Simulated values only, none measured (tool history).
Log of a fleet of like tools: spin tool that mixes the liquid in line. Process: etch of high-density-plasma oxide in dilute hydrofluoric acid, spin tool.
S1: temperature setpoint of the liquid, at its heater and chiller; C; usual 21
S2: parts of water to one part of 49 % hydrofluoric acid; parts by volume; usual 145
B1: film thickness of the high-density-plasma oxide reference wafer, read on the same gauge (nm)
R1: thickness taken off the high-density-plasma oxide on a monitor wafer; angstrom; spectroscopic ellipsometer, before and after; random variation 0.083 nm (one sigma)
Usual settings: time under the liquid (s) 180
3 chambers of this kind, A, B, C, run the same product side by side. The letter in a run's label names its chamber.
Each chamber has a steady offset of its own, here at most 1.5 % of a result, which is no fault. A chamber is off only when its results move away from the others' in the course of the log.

Run 1B, hour 5: usual settings; B1 140.02. Result: R1 101.76 angstrom.
Run 2A, hour 10.5: usual settings; B1 139.99. Result: R1 100.73 angstrom.
Run 3C, hour 13.3: usual settings; B1 139.98. Result: R1 100.73 angstrom.
Run 4C, hour 16.4: usual settings; B1 140. Result: R1 100.99 angstrom.
Run 5A, hour 21.6: usual settings; B1 139.99. Result: R1 99.43 angstrom.
Run 6B, hour 27.2: usual settings; B1 140. Result: R1 100.36 angstrom.
Run 7C, hour 30.1: usual settings; B1 139.99. Result: R1 100.77 angstrom.
Run 8A, hour 34: usual settings; B1 139.99. Result: R1 100.13 angstrom.
Run 9B, hour 37.6: usual settings; B1 140.01. Result: R1 101.07 angstrom.
Run 10C, hour 41.7: usual settings; B1 140.01. Result: R1 100.27 angstrom.
Run 11A, hour 47: usual settings; B1 139.99. Result: R1 99.351 angstrom.
Run 12B, hour 51.2: usual settings; B1 139.99. Result: R1 99.415 angstrom.
Run 13C, hour 56.6: usual settings but time under the liquid (s) 215; B1 140.01. Result: R1 120.3 angstrom.
Run 14B, hour 60.3: usual settings but time under the liquid (s) 215; B1 139.99. Result: R1 119.16 angstrom.
Run 15A, hour 65.9: usual settings but time under the liquid (s) 215; B1 139.99. Result: R1 119.73 angstrom.
Run 16B, hour 70.6: usual settings; B1 139.99. Result: R1 100.11 angstrom.
Run 17C, hour 73.4: usual settings but S2 180 parts by volume; B1 139.99. Result: R1 77.874 angstrom.
Run 18A, hour 76.7: usual settings but S2 180 parts by volume; B1 140. Result: R1 76.583 angstrom.
Run 19C, hour 83: usual settings but S2 180 parts by volume; B1 139.99. Result: R1 76.714 angstrom.
Run 20B, hour 88.4: usual settings; B1 139.99. Result: R1 98.043 angstrom.
Run 21A, hour 93.8: usual settings; B1 140. Result: R1 100.56 angstrom.
Run 22A, hour 98.5: usual settings; B1 140.01. Result: R1 98.738 angstrom.
Run 23C, hour 102.8: usual settings; B1 139.98. Result: R1 99.301 angstrom.
Run 24B, hour 107.3: usual settings; B1 140. Result: R1 99.274 angstrom.
Run 25B, hour 111.7: usual settings but time under the liquid (s) 130; B1 139.98. Result: R1 72.683 angstrom.
Run 26C, hour 116.2: usual settings but time under the liquid (s) 130; B1 139.98. Result: R1 72.138 angstrom.
Run 27A, hour 119: usual settings but time under the liquid (s) 130; B1 140. Result: R1 72.972 angstrom.
Run 28B, hour 125.2: usual settings; B1 140. Result: R1 98.871 angstrom.
Run 29C, hour 128.4: usual settings; B1 140.01. Result: R1 101.07 angstrom.
At hour 132.1: chamber A: hydrofluoric acid flow meter replaced.
Run 30A, hour 133.6: usual settings but S1 19 C, S2 180 parts by volume; B1 139.98. Result: R1 71.738 angstrom.
Run 31B, hour 137.5: usual settings but S1 19 C, S2 180 parts by volume; B1 140.01. Result: R1 71.93 angstrom.

All 3 chambers run these settings next. Forecast each chamber's results:
Run 32A, hour 142: usual settings but S2 95 parts by volume. Result: R1 ?.
Run 32B, hour 142: usual settings but S2 95 parts by volume. Result: R1 ?.
Run 32C, hour 142: usual settings but S2 95 parts by volume. Result: R1 ?.

run      R1
32A  164.03
32B  162.87
32C  163.54
